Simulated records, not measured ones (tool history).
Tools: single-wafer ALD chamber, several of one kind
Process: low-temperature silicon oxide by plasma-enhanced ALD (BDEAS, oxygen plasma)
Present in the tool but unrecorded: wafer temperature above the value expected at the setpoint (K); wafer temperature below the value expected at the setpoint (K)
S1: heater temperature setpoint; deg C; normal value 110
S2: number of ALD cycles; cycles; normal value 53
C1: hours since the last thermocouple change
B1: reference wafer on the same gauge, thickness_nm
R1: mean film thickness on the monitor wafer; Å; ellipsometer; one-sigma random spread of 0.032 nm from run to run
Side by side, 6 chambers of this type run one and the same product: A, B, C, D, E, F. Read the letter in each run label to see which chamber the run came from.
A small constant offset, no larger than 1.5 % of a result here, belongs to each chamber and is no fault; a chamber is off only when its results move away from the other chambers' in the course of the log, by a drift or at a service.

{"run": "1E", "hour": 5.7, "S1": 110, "S2": 53, "C1": 2076.3, "B1": 8.9167, "R1": 75.22}
{"run": "2A", "hour": 9.7, "S1": 110, "S2": 53, "C1": 1001.0, "B1": 8.924, "R1": 74.063}
{"run": "3C", "hour": 18.1, "S1": 110, "S2": 53, "C1": 1920.7, "B1": 8.9172, "R1": 73.748}
{"run": "4F", "hour": 25.6, "S1": 110, "S2": 53, "C1": 628.6, "B1": 8.9174, "R1": 74.117}
{"run": "5B", "hour": 33.2, "S1": 110, "S2": 61, "C1": 665.8, "B1": 8.9179, "R1": 84.398}
{"hour": 36.3, "done": "chamber A: thermocouple changed; heater temperature recalibrated"}
{"run": "6D", "hour": 39.9, "S1": 110, "S2": 61, "C1": 190.6, "B1": 8.9203, "R1": 86.434}
{"run": "7E", "hour": 48.1, "S1": 110, "S2": 61, "C1": 2118.7, "B1": 8.9243, "R1": 86.8}
{"run": "8F", "hour": 55.5, "S1": 110, "S2": 61, "C1": 658.5, "B1": 8.9307, "R1": 86.185}
{"run": "9D", "hour": 59.8, "S1": 110, "S2": 61, "C1": 210.5, "B1": 8.9206, "R1": 86.177}
{"run": "10B", "hour": 67.1, "S1": 110, "S2": 61, "C1": 699.7, "B1": 8.9222, "R1": 85.343}
{"run": "11A", "hour": 73.0, "S1": 110, "S2": 53, "C1": 36.8, "B1": 8.9194, "R1": 74.174}
{"run": "12C", "hour": 77.3, "S1": 110, "S2": 53, "C1": 1979.9, "B1": 8.9221, "R1": 73.332}
{"run": "13B", "hour": 85.5, "S1": 110, "S2": 53, "C1": 718.1, "B1": 8.9207, "R1": 74.241}
{"run": "14D", "hour": 93.5, "S1": 110, "S2": 53, "C1": 244.2, "B1": 8.9131, "R1": 74.804}
{"run": "15A", "hour": 100.1, "S1": 110, "S2": 53, "C1": 63.9, "B1": 8.9183, "R1": 73.825}
{"run": "16E", "hour": 104.5, "S1": 110, "S2": 53, "C1": 2175.1, "B1": 8.9134, "R1": 75.16}
{"run": "17C", "hour": 108.7, "S1": 110, "S2": 53, "C1": 2011.3, "B1": 8.9177, "R1": 73.908}
{"run": "18F", "hour": 117.2, "S1": 110, "S2": 53, "C1": 720.2, "B1": 8.9221, "R1": 73.976}
{"run": "19E", "hour": 122.4, "S1": 110, "S2": 53, "C1": 2193.0, "B1": 8.9233, "R1": 74.944}
{"run": "20A", "hour": 130.7, "S1": 110, "S2": 53, "C1": 94.5, "B1": 8.9281, "R1": 74.139}
{"run": "21F", "hour": 138.4, "S1": 110, "S2": 53, "C1": 741.4, "B1": 8.9226, "R1": 74.897}
{"run": "22C", "hour": 145.1, "S1": 110, "S2": 53, "C1": 2047.7, "B1": 8.9151, "R1": 73.958}
{"run": "23D", "hour": 152.4, "S1": 110, "S2": 53, "C1": 303.1, "B1": 8.917, "R1": 74.255}
{"run": "24B", "hour": 157.8, "S1": 110, "S2": 53, "C1": 790.4, "B1": 8.9186, "R1": 73.768}
{"run": "25F", "hour": 165.6, "S1": 119, "S2": 59, "C1": 768.6, "B1": 8.9164, "R1": 81.391}
{"run": "26E", "hour": 169.8, "S1": 119, "S2": 59, "C1": 2240.4, "B1": 8.9257, "R1": 82.231}
{"run": "27B", "hour": 175.4, "S1": 119, "S2": 59, "C1": 808.0, "B1": 8.9052, "R1": 80.785}
{"run": "28D", "hour": 180.9, "S1": 119, "S2": 59, "C1": 331.6, "B1": 8.934, "R1": 81.127}
{"run": "29A", "hour": 188.5, "S1": 119, "S2": 59, "C1": 152.3, "B1": 8.9249, "R1": 81.17}
{"run": "30C", "hour": 194.5, "S1": 119, "S2": 59, "C1": 2097.1, "B1": 8.9151, "R1": 80.535}
{"run": "31A", "hour": 203.4, "S1": 110, "S2": 44, "C1": 167.2, "B1": 8.9222, "R1": 61.377}
{"run": "32C", "hour": 211.0, "S1": 110, "S2": 44, "C1": 2113.6, "B1": 8.926, "R1": 61.394}
{"run": "33B", "hour": 216.8, "S1": 110, "S2": 44, "C1": 849.4, "B1": 8.9318, "R1": 61.855}
{"run": "34E", "hour": 221.5, "S1": 110, "S2": 44, "C1": 2292.1, "B1": 8.926, "R1": 62.548}
{"run": "35D", "hour": 229.6, "S1": 110, "S2": 44, "C1": 380.3, "B1": 8.9166, "R1": 61.29}
{"run": "36F", "hour": 238.7, "S1": 110, "S2": 44, "C1": 841.7, "B1": 8.9211, "R1": 61.905}
{"run": "37B", "hour": 245.4, "S1": 110, "S2": 53, "C1": 878.0, "B1": 8.9242, "R1": 73.707}
{"run": "38F", "hour": 252.9, "S1": 110, "S2": 53, "C1": 855.9, "B1": 8.9154, "R1": 74.261}
{"run": "39C", "hour": 258.0, "S1": 110, "S2": 53, "C1": 2160.6, "B1": 8.9181, "R1": 73.502}
{"run": "40E", "hour": 262.6, "S1": 110, "S2": 53, "C1": 2333.2, "B1": 8.9114, "R1": 75.333}

One chamber off, gauge drift, or nothing amiss beyond the chambers' own small offsets? If it is a chamber, which one, and what is the likeliest cause?

Beyond each chamber's small constant offset nothing stands out, and the gauge stays steady.

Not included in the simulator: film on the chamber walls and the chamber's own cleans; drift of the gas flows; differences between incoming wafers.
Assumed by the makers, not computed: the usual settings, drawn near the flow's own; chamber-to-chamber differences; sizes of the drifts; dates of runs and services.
